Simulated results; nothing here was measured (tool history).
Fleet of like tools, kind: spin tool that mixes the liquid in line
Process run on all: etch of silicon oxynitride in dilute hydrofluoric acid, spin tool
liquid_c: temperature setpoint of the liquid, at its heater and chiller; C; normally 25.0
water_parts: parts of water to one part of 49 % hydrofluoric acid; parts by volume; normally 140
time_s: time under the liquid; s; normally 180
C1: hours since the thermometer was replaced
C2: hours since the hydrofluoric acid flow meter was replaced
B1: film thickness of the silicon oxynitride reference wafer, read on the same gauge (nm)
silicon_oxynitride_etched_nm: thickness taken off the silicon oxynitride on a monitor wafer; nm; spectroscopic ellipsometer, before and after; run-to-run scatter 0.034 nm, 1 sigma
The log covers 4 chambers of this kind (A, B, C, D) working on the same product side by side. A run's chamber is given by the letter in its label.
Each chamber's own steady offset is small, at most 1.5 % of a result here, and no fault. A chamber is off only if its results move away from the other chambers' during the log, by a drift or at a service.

run 1B day=0.271 | liquid_c=25.0 water_parts=140 time_s=180 | C1=690.6 C2=857.1 | B1=80.004 | silicon_oxynitride_etched_nm=1.85490
run 2A day=0.467 | liquid_c=25.0 water_parts=140 time_s=180 | C1=517.2 C2=1774.7 | B1=80.001 | silicon_oxynitride_etched_nm=1.90550
run 3D day=0.679 | liquid_c=25.0 water_parts=140 time_s=180 | C1=21.3 C2=1159.6 | B1=80.034 | silicon_oxynitride_etched_nm=1.88290
run 4C day=0.912 | liquid_c=25.0 water_parts=140 time_s=180 | C1=1676.4 C2=1350.3 | B1=79.976 | silicon_oxynitride_etched_nm=1.86790
run 5A day=1.100 | liquid_c=25.0 water_parts=140 time_s=180 | C1=532.4 C2=1789.9 | B1=80.012 | silicon_oxynitride_etched_nm=1.88830
run 6B day=1.362 | liquid_c=25.0 water_parts=140 time_s=180 | C1=716.8 C2=883.3 | B1=79.987 | silicon_oxynitride_etched_nm=1.85490
run 7C day=1.679 | liquid_c=25.0 water_parts=140 time_s=180 | C1=1694.8 C2=1368.7 | B1=80.001 | silicon_oxynitride_etched_nm=1.91900
run 8D day=1.896 | liquid_c=25.0 water_parts=140 time_s=180 | C1=50.5 C2=1188.8 | B1=80.011 | silicon_oxynitride_etched_nm=1.90910
run 9D day=2.238 | liquid_c=23.0 water_parts=140 time_s=180 | C1=58.7 C2=1197.0 | B1=80.018 | silicon_oxynitride_etched_nm=1.76970
-- day=2.379 chamber C: hydrofluoric acid flow meter replaced
run 10B day=2.500 | liquid_c=23.0 water_parts=140 time_s=180 | C1=744.1 C2=910.6 | B1=80.025 | silicon_oxynitride_etched_nm=1.66230
run 11A day=2.696 | liquid_c=23.0 water_parts=140 time_s=180 | C1=570.7 C2=1828.2 | B1=79.992 | silicon_oxynitride_etched_nm=1.74180
run 12C day=3.042 | liquid_c=23.0 water_parts=140 time_s=180 | C1=1727.5 C2=16.0 | B1=80.001 | silicon_oxynitride_etched_nm=1.68270
run 13B day=3.354 | liquid_c=25.0 water_parts=140 time_s=180 | C1=764.6 C2=931.1 | B1=79.966 | silicon_oxynitride_etched_nm=1.85320
run 14D day=3.550 | liquid_c=25.0 water_parts=140 time_s=180 | C1=90.2 C2=1228.5 | B1=79.982 | silicon_oxynitride_etched_nm=1.88470
run 15A day=3.862 | liquid_c=20.5 water_parts=140 time_s=225 | C1=598.7 C2=1856.2 | B1=80.001 | silicon_oxynitride_etched_nm=1.84890
run 16C day=4.038 | liquid_c=20.5 water_parts=140 time_s=225 | C1=1751.4 C2=39.9 | B1=79.984 | silicon_oxynitride_etched_nm=1.93370
run 17D day=4.371 | liquid_c=20.5 water_parts=140 time_s=225 | C1=109.9 C2=1248.2 | B1=80.009 | silicon_oxynitride_etched_nm=1.89400
run 18B day=4.696 | liquid_c=20.5 water_parts=140 time_s=225 | C1=796.8 C2=963.3 | B1=80.001 | silicon_oxynitride_etched_nm=1.93240
-- day=4.821 chamber D: hydrofluoric acid flow meter replaced
run 19C day=4.888 | liquid_c=25.0 water_parts=140 time_s=180 | C1=1771.8 C2=60.3 | B1=79.992 | silicon_oxynitride_etched_nm=1.86230
run 20A day=5.258 | liquid_c=25.0 water_parts=140 time_s=180 | C1=632.2 C2=1889.7 | B1=79.984 | silicon_oxynitride_etched_nm=1.77490
run 21B day=5.571 | liquid_c=25.0 water_parts=140 time_s=180 | C1=817.8 C2=984.3 | B1=80.022 | silicon_oxynitride_etched_nm=1.83650
run 22C day=5.758 | liquid_c=25.0 water_parts=140 time_s=125 | C1=1792.7 C2=81.2 | B1=80.003 | silicon_oxynitride_etched_nm=1.28580
run 23D day=5.938 | liquid_c=25.0 water_parts=140 time_s=125 | C1=147.5 C2=26.8 | B1=80.007 | silicon_oxynitride_etched_nm=1.33980
run 24A day=6.117 | liquid_c=25.0 water_parts=140 time_s=125 | C1=652.8 C2=1910.3 | B1=80.011 | silicon_oxynitride_etched_nm=1.17660
run 25C day=6.292 | liquid_c=25.0 water_parts=140 time_s=125 | C1=1805.5 C2=94.0 | B1=79.988 | silicon_oxynitride_etched_nm=1.25560
run 26D day=6.571 | liquid_c=25.0 water_parts=140 time_s=180 | C1=162.7 C2=42.0 | B1=79.996 | silicon_oxynitride_etched_nm=1.93760
run 27A day=6.938 | liquid_c=25.0 water_parts=140 time_s=180 | C1=672.5 C2=1930.0 | B1=79.994 | silicon_oxynitride_etched_nm=1.66110
run 28B day=7.204 | liquid_c=25.0 water_parts=140 time_s=180 | C1=857.0 C2=1023.5 | B1=79.989 | silicon_oxynitride_etched_nm=1.86610
run 29D day=7.433 | liquid_c=23.5 water_parts=160 time_s=180 | C1=183.4 C2=62.7 | B1=80.017 | silicon_oxynitride_etched_nm=1.54550
run 30B day=7.608 | liquid_c=23.5 water_parts=160 time_s=180 | C1=866.7 C2=1033.2 | B1=79.971 | silicon_oxynitride_etched_nm=1.45380

The same settings go to every chamber for the next run, one line per chamber below. Forecast the results for each:
run 31A day=7.879 | liquid_c=25.0 water_parts=140 time_s=85 | silicon_oxynitride_etched_nm=?
run 31B day=7.879 | liquid_c=25.0 water_parts=140 time_s=85 | silicon_oxynitride_etched_nm=?
run 31C day=7.879 | liquid_c=25.0 water_parts=140 time_s=85 | silicon_oxynitride_etched_nm=?
run 31D day=7.879 | liquid_c=25.0 water_parts=140 time_s=85 | silicon_oxynitride_etched_nm=?

run=31A silicon_oxynitride_etched_nm=0.75992
run=31B silicon_oxynitride_etched_nm=0.86833
run=31C silicon_oxynitride_etched_nm=0.90876
run=31D silicon_oxynitride_etched_nm=0.89504

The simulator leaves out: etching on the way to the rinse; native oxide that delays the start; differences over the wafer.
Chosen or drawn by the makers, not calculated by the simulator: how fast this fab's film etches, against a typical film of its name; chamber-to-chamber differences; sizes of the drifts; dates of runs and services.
